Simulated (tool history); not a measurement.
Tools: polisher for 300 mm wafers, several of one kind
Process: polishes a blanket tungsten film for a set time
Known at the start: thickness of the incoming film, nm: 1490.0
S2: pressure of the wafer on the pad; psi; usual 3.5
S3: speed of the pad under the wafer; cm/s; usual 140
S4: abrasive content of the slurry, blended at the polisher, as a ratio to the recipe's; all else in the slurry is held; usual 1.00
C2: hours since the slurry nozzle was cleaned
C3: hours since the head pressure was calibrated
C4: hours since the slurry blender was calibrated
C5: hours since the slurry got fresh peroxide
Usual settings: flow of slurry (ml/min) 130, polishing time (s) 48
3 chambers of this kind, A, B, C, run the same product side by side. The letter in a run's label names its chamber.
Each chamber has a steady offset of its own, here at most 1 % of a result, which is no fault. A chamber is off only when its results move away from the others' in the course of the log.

Run 1B, hour 3.2: usual settings; wafers polished on this pad 260; C2 295.0; C3 35.7; C4 95.7; C5 150.9. Result: film removed (Å) 3036.3.
At hour 7.3: chamber B: slurry tank refilled with fresh slurry and peroxide.
Run 2A, hour 8.0: usual settings; wafers polished on this pad 139; C2 226.4; C3 344.7; C4 339.0; C5 160.5. Result: film removed (Å) 2978.2.
Run 3C, hour 11.4: usual settings; wafers polished on this pad 1172; C2 613.0; C3 773.0; C4 259.9; C5 33.6. Result: film removed (Å) 3056.7.
Run 4A, hour 16.0: usual settings; wafers polished on this pad 186; C2 234.4; C3 352.7; C4 347.0; C5 168.5. Result: film removed (Å) 3002.1.
At hour 16.6: chamber A: slurry tank refilled with fresh slurry and peroxide.
Run 5B, hour 21.0: usual settings; wafers polished on this pad 365; C2 312.8; C3 53.5; C4 113.5; C5 13.8. Result: film removed (Å) 2944.6.
Run 6C, hour 23.7: usual settings; wafers polished on this pad 1245; C2 625.3; C3 785.3; C4 272.2; C5 45.9. Result: film removed (Å) 2959.2.
At hour 26.3: chamber C: worn pad replaced by a new one.
At hour 28.2: chamber A: slurry nozzle cleaned.
Run 7A, hour 29.4: usual settings; wafers polished on this pad 265; C2 1.3; C3 366.1; C4 360.4; C5 12.9. Result: film removed (Å) 3023.3.
Run 8C, hour 33.2: usual settings; wafers polished on this pad 41; C2 634.8; C3 794.8; C4 281.7; C5 55.4. Result: film removed (Å) 3014.1.
At hour 33.9: chamber A: head pressure recalibrated.
Run 9B, hour 38.9: usual settings; wafers polished on this pad 471; C2 330.7; C3 71.4; C4 131.4; C5 31.7. Result: film removed (Å) 3015.9.
Run 10B, hour 42.2: usual settings; wafers polished on this pad 490; C2 334.0; C3 74.7; C4 134.7; C5 35.0. Result: film removed (Å) 3039.5.
Run 11A, hour 46.9: usual settings; wafers polished on this pad 368; C2 18.8; C3 13.0; C4 377.9; C5 30.4. Result: film removed (Å) 3088.4.
Run 12C, hour 51.9: usual settings; wafers polished on this pad 151; C2 653.5; C3 813.5; C4 300.4; C5 74.1. Result: film removed (Å) 2904.2.
Run 13C, hour 56.1: usual settings; wafers polished on this pad 176; C2 657.7; C3 817.7; C4 304.6; C5 78.3. Result: film removed (Å) 2946.7.
Run 14A, hour 61.1: usual settings but S2 3.0 psi, S4 1.25; wafers polished on this pad 452; C2 33.0; C3 27.2; C4 392.1; C5 44.6. Result: film removed (Å) 2724.1.
Run 15B, hour 63.9: usual settings but S2 3.0 psi, S4 1.25; wafers polished on this pad 618; C2 355.7; C3 96.4; C4 156.4; C5 56.7. Result: film removed (Å) 2781.7.
Run 16B, hour 66.6: usual settings but S2 3.0 psi, S4 1.25; wafers polished on this pad 634; C2 358.4; C3 99.1; C4 159.1; C5 59.4. Result: film removed (Å) 2745.2.
At hour 68.2: chamber B: slurry nozzle cleaned.
Run 17A, hour 71.1: usual settings; wafers polished on this pad 511; C2 43.0; C3 37.2; C4 402.1; C5 54.6. Result: film removed (Å) 3070.5.
Run 18C, hour 76.1: usual settings; wafers polished on this pad 294; C2 677.7; C3 837.7; C4 324.6; C5 98.3. Result: film removed (Å) 2877.5.
Run 19B, hour 80.3: usual settings but S2 2.7 psi, S3 118 cm/s; wafers polished on this pad 715; C2 12.2; C3 112.8; C4 172.8; C5 73.1. Result: film removed (Å) 1919.9.
Run 20C, hour 86.3: usual settings but S2 2.7 psi, S3 118 cm/s; wafers polished on this pad 354; C2 687.9; C3 847.9; C4 334.8; C5 108.5. Result: film removed (Å) 1828.2.
Run 21A, hour 90.3: usual settings but S2 2.7 psi, S3 118 cm/s; wafers polished on this pad 624; C2 62.2; C3 56.4; C4 421.3; C5 73.8. Result: film removed (Å) 1916.8.
Run 22A, hour 93.2: usual settings; wafers polished on this pad 642; C2 65.1; C3 59.3; C4 424.2; C5 76.7. Result: film removed (Å) 3074.2.
At hour 95.4: chamber C: slurry blender recalibrated.
Run 23C, hour 98.5: usual settings; wafers polished on this pad 426; C2 700.1; C3 860.1; C4 3.1; C5 120.7. Result: film removed (Å) 2695.4.
Run 24B, hour 103.4: usual settings; wafers polished on this pad 851; C2 35.3; C3 135.9; C4 195.9; C5 96.2. Result: film removed (Å) 3001.3.
Run 25B, hour 107.8: usual settings; wafers polished on this pad 877; C2 39.7; C3 140.3; C4 200.3; C5 100.6. Result: film removed (Å) 3075.9.
Run 26C, hour 113.8: usual settings; wafers polished on this pad 516; C2 715.4; C3 875.4; C4 18.4; C5 136.0. Result: film removed (Å) 2667.5.
Run 27A, hour 118.8: usual settings but S4 0.75, polishing time (s) 58; wafers polished on this pad 793; C2 90.7; C3 84.9; C4 449.8; C5 102.3. Result: film removed (Å) 3375.6.
At hour 121.0: chamber C: head pressure recalibrated.
Run 28A, hour 122.6: usual settings but S4 0.75, polishing time (s) 58; wafers polished on this pad 815; C2 94.5; C3 88.7; C4 453.6; C5 106.1. Result: film removed (Å) 3440.5.
Run 29C, hour 128.2: usual settings but S4 0.75, polishing time (s) 58; wafers polished on this pad 601; C2 729.8; C3 7.2; C4 32.8; C5 150.4. Result: film removed (Å) 2984.2.
Run 30B, hour 131.6: usual settings; wafers polished on this pad 1018; C2 63.5; C3 164.1; C4 224.1; C5 124.4. Result: film removed (Å) 3096.0.
Run 31C, hour 137.1: usual settings; wafers polished on this pad 654; C2 738.7; C3 16.1; C4 41.7; C5 159.3. Result: film removed (Å) 2637.0.
Run 32A, hour 143.0: usual settings; wafers polished on this pad 935; C2 114.9; C3 109.1; C4 474.0; C5 126.5. Result: film removed (Å) 3098.7.
At hour 145.3: chamber B: slurry tank refilled with fresh slurry and peroxide.
Run 33B, hour 145.9: usual settings but S3 166 cm/s, polishing time (s) 61; wafers polished on this pad 1102; C2 77.8; C3 178.4; C4 238.4; C5 0.7. Result: film removed (Å) 4588.8.
Run 34A, hour 149.4: usual settings but S3 166 cm/s, polishing time (s) 61; wafers polished on this pad 973; C2 121.3; C3 115.5; C4 480.4; C5 132.9. Result: film removed (Å) 4593.3.
Run 35C, hour 153.4: usual settings but S3 166 cm/s, polishing time (s) 61; wafers polished on this pad 750; C2 755.0; C3 32.4; C4 58.0; C5 175.6. Result: film removed (Å) 3833.5.

What goes on in this fleet: one chamber off, a drifting gauge, or nothing beyond the chambers' own small offsets? Name the chamber and the cause, if any.

Chamber C drifts away from the others.
Cause: peroxide lost from the slurry, % = 38.2.

Here are 4 candidates for chamber C's next run, each the usual settings with a change, their results left as question marks. Which one brings its results back in line with what the others give on the usual settings?
In line means no further than this from the other chambers' mean on the usual settings: film removed (Å) 150.0
Run 36C-1, hour 157.7: usual settings but S2 3.3 psi, S3 132 cm/s, polishing time (s) 45. Result: film removed (Å) ?.
Run 36C-2, hour 157.7: usual settings but S2 3.7 psi, S3 150 cm/s, polishing time (s) 52. Result: film removed (Å) ?.
Run 36C-3, hour 157.7: usual settings but flow of slurry (ml/min) 135, S2 4.1 psi, S3 162 cm/s, S4 1.05. Result: film removed (Å) ?.
Run 36C-4, hour 157.7: usual settings but flow of slurry (ml/min) 125, S2 3.0 psi, S4 0.95, polishing time (s) 41. Result: film removed (Å) ?.

The other chambers' mean on the usual settings: film removed (Å) 3033.8
  run  film removed (Å)
36C-1            2049.8
36C-2            3021.2
36C-3            3402.5
36C-4            1766.7
36C-2 brings the chamber back in line.
